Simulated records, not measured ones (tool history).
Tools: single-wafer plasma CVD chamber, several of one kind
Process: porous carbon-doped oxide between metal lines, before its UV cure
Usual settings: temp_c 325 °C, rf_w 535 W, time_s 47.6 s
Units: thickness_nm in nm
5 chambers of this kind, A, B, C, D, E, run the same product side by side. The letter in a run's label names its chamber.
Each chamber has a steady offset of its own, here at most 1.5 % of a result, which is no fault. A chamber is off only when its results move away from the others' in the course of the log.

| run | hour | temp_c | rf_w | time_s | read-back reference wafer on the same gauge, thickness_nm | thickness_nm |
|---|---|---|---|---|---|---|
|  | 0.4 | chamber B: thermocouple changed; heater temperature recalibrated |
| 1A | 12.7 | 325 | 535 | 47.6 | 240.12 | 235.05 |
| 2C | 19.7 | 325 | 535 | 47.6 | 240.11 | 235.49 |
| 3E | 27.9 | 325 | 535 | 47.6 | 240.07 | 231.27 |
| 4B | 33.9 | 325 | 535 | 47.6 | 240.06 | 234.87 |
| 5D | 45.1 | 325 | 535 | 47.6 | 240.13 | 233.53 |
| 6A | 51.7 | 325 | 535 | 47.6 | 240.24 | 235.41 |
| 7D | 63.3 | 325 | 535 | 47.6 | 240.26 | 234.17 |
| 8B | 72.7 | 325 | 535 | 47.6 | 240.34 | 235.55 |
| 9C | 81.6 | 325 | 535 | 47.6 | 240.37 | 236.12 |
|  | 84.6 | chamber C: thermocouple changed; heater temperature recalibrated |
| 10E | 90.1 | 325 | 535 | 47.6 | 240.31 | 231.96 |
| 11A | 97 | 325 | 535 | 47.6 | 240.34 | 234.88 |
| 12C | 103.5 | 325 | 535 | 47.6 | 240.43 | 236.16 |
| 13B | 110.3 | 325 | 535 | 47.6 | 240.44 | 235.64 |
| 14D | 118.8 | 325 | 535 | 47.6 | 240.46 | 233.79 |
| 15E | 129.5 | 325 | 535 | 47.6 | 240.48 | 231.72 |
| 16D | 136.4 | 325 | 535 | 47.6 | 240.57 | 234.37 |
| 17A | 146.2 | 325 | 535 | 51.4 | 240.57 | 253.6 |
| 18C | 157.2 | 325 | 535 | 51.4 | 240.59 | 254.71 |
| 19E | 167.4 | 325 | 535 | 51.4 | 240.59 | 250 |
| 20B | 176.2 | 325 | 535 | 51.4 | 240.66 | 254.06 |
| 21B | 185.4 | 325 | 535 | 51.4 | 240.65 | 253.66 |
|  | 194.6 | chamber E: thermocouple changed; heater temperature recalibrated |
| 22A | 196.7 | 325 | 535 | 47.6 | 240.72 | 235.44 |
| 23D | 206.6 | 325 | 535 | 47.6 | 240.77 | 234.31 |
| 24E | 214.7 | 325 | 535 | 47.6 | 240.8 | 232.99 |
| 25C | 228.1 | 325 | 535 | 47.6 | 240.79 | 236.92 |
| 26B | 239.8 | 325 | 580 | 50.6 | 240.86 | 264 |
| 27D | 253.7 | 325 | 580 | 50.6 | 240.86 | 262.34 |
| 28C | 262.5 | 325 | 580 | 50.6 | 240.91 | 265.09 |
| 29E | 273.3 | 325 | 580 | 50.6 | 240.96 | 260.58 |
| 30A | 281 | 325 | 580 | 50.6 | 241.11 | 263.28 |
| 31C | 287.5 | 325 | 535 | 47.6 | 241.08 | 237.09 |
| 32A | 298.6 | 325 | 535 | 47.6 | 241.22 | 236.06 |
| 33E | 309.3 | 325 | 535 | 47.6 | 241.22 | 232.73 |
| 34D | 316.2 | 325 | 535 | 47.6 | 241.27 | 234.65 |
| 35B | 323.1 | 325 | 535 | 47.6 | 241.13 | 236.56 |
| 36C | 333.4 | 325 | 535 | 47.6 | 241.19 | 237.23 |
| 37E | 345.4 | 325 | 535 | 47.6 | 241.21 | 232.39 |

All 5 chambers run these settings next. Forecast each chamber's results:
| 38A | 355.4 | 325 | 535 | 47.6 |  | ? |
| 38B | 355.4 | 325 | 535 | 47.6 |  | ? |
| 38C | 355.4 | 325 | 535 | 47.6 |  | ? |
| 38D | 355.4 | 325 | 535 | 47.6 |  | ? |
| 38E | 355.4 | 325 | 535 | 47.6 |  | ? |

| run | thickness_nm |
|---|---|
| 38A | 236.48 |
| 38B | 235.93 |
| 38C | 237.33 |
| 38D | 235.24 |
| 38E | 232.43 |
